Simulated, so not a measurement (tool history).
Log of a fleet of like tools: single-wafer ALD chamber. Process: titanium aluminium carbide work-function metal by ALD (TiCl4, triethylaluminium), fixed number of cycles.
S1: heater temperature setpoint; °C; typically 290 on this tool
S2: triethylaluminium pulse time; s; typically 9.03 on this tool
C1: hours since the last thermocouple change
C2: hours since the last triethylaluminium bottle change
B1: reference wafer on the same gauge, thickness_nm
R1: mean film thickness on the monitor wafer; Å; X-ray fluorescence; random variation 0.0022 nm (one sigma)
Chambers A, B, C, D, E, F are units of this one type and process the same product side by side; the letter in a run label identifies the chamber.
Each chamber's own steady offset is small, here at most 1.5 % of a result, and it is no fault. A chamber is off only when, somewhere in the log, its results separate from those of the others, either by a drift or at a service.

run 1D hour=2.2 | S1=290 S2=9.03 | C1=519.3 C2=465.3 | B1=1.5204 | R1=19.067
run 2E hour=5.0 | S1=290 S2=9.03 | C1=814.9 C2=9.1 | B1=1.5195 | R1=18.786
run 3F hour=7.3 | S1=290 S2=9.03 | C1=664.1 C2=131.7 | B1=1.5196 | R1=18.814
run 4C hour=10.7 | S1=290 S2=9.03 | C1=750.5 C2=505.3 | B1=1.5188 | R1=19.153
run 5A hour=13.4 | S1=290 S2=9.03 | C1=1706.5 C2=345.9 | B1=1.5187 | R1=18.923
run 6B hour=17.6 | S1=290 S2=9.03 | C1=1736.0 C2=67.6 | B1=1.5186 | R1=18.811
run 7A hour=21.8 | S1=290 S2=9.03 | C1=1714.9 C2=354.3 | B1=1.5186 | R1=18.938
run 8E hour=25.7 | S1=290 S2=9.03 | C1=835.6 C2=29.8 | B1=1.5190 | R1=18.794
run 9B hour=30.0 | S1=290 S2=9.03 | C1=1748.4 C2=80.0 | B1=1.5179 | R1=18.827
run 10C hour=33.9 | S1=290 S2=9.03 | C1=773.7 C2=528.5 | B1=1.5177 | R1=19.144
run 11D hour=38.0 | S1=290 S2=9.03 | C1=555.1 C2=501.1 | B1=1.5178 | R1=19.002
run 12F hour=41.9 | S1=290 S2=9.03 | C1=698.7 C2=166.3 | B1=1.5175 | R1=18.772
run 13B hour=44.8 | S1=290 S2=9.03 | C1=1763.2 C2=94.8 | B1=1.5174 | R1=18.816
run 14C hour=48.9 | S1=290 S2=9.03 | C1=788.7 C2=543.5 | B1=1.5175 | R1=19.082
run 15A hour=52.7 | S1=290 S2=9.03 | C1=1745.8 C2=385.2 | B1=1.5165 | R1=18.926
run 16F hour=55.7 | S1=290 S2=9.03 | C1=712.5 C2=180.1 | B1=1.5171 | R1=18.755
run 17D hour=58.6 | S1=290 S2=9.03 | C1=575.7 C2=521.7 | B1=1.5169 | R1=19.033
run 18E hour=60.8 | S1=277 S2=10.87 | C1=870.7 C2=64.9 | B1=1.5165 | R1=18.040
run 19A hour=63.4 | S1=277 S2=10.87 | C1=1756.5 C2=395.9 | B1=1.5166 | R1=18.157
run 20B hour=67.6 | S1=277 S2=10.87 | C1=1786.0 C2=117.6 | B1=1.5165 | R1=18.073
run 21C hour=70.7 | S1=277 S2=10.87 | C1=810.5 C2=565.3 | B1=1.5160 | R1=18.404
run 22F hour=73.7 | S1=277 S2=10.87 | C1=730.5 C2=198.1 | B1=1.5157 | R1=18.021
run 23E hour=77.3 | S1=277 S2=10.87 | C1=887.2 C2=81.4 | B1=1.5164 | R1=18.052
run 24D hour=80.1 | S1=290 S2=9.03 | C1=597.2 C2=543.2 | B1=1.5159 | R1=19.038
run 25B hour=83.6 | S1=290 S2=9.03 | C1=1802.0 C2=133.6 | B1=1.5153 | R1=18.780
run 26F hour=87.4 | S1=290 S2=9.03 | C1=744.2 C2=211.8 | B1=1.5153 | R1=18.741
run 27E hour=89.6 | S1=290 S2=9.03 | C1=899.5 C2=93.7 | B1=1.5151 | R1=18.734
run 28A hour=93.1 | S1=290 S2=9.03 | C1=1786.2 C2=425.6 | B1=1.5147 | R1=18.868
run 29D hour=96.0 | S1=290 S2=9.03 | C1=613.1 C2=559.1 | B1=1.5154 | R1=19.006
run 30C hour=98.4 | S1=290 S2=9.03 | C1=838.2 C2=593.0 | B1=1.5151 | R1=19.091
run 31A hour=100.9 | S1=290 S2=9.03 | C1=1794.0 C2=433.4 | B1=1.5146 | R1=18.894
run 32C hour=105.1 | S1=285 S2=9.03 | C1=844.9 C2=599.7 | B1=1.5138 | R1=18.647
run 33F hour=108.5 | S1=285 S2=9.03 | C1=765.3 C2=232.9 | B1=1.5136 | R1=18.293
run 34E hour=112.0 | S1=285 S2=9.03 | C1=921.9 C2=116.1 | B1=1.5135 | R1=18.287
run 35D hour=114.4 | S1=285 S2=9.03 | C1=631.5 C2=577.5 | B1=1.5137 | R1=18.535
run 36B hour=116.5 | S1=285 S2=9.03 | C1=1834.9 C2=166.5 | B1=1.5137 | R1=18.352
-- hour=118.5 chamber B: thermocouple changed; heater temperature recalibrated
run 37B hour=119.7 | S1=285 S2=9.03 | C1=1.2 C2=169.7 | B1=1.5135 | R1=18.326
run 38E hour=121.8 | S1=290 S2=9.03 | C1=931.7 C2=125.9 | B1=1.5134 | R1=18.741
run 39D hour=125.2 | S1=290 S2=9.03 | C1=642.3 C2=588.3 | B1=1.5132 | R1=18.984
run 40A hour=129.8 | S1=290 S2=9.03 | C1=1822.9 C2=462.3 | B1=1.5130 | R1=18.842
run 41F hour=133.2 | S1=290 S2=9.03 | C1=790.0 C2=257.6 | B1=1.5131 | R1=18.701

Next, all 6 chambers run the settings below, one line each with question marks for the results. What does each chamber give?
run 42A hour=136.5 | S1=290 S2=6.10 | R1=?
run 42B hour=136.5 | S1=290 S2=6.10 | R1=?
run 42C hour=136.5 | S1=290 S2=6.10 | R1=?
run 42D hour=136.5 | S1=290 S2=6.10 | R1=?
run 42E hour=136.5 | S1=290 S2=6.10 | R1=?
run 42F hour=136.5 | S1=290 S2=6.10 | R1=?

run=42A R1=17.340
run=42B R1=17.246
run=42C R1=17.429
run=42D R1=17.384
run=42E R1=17.185
run=42F R1=17.276
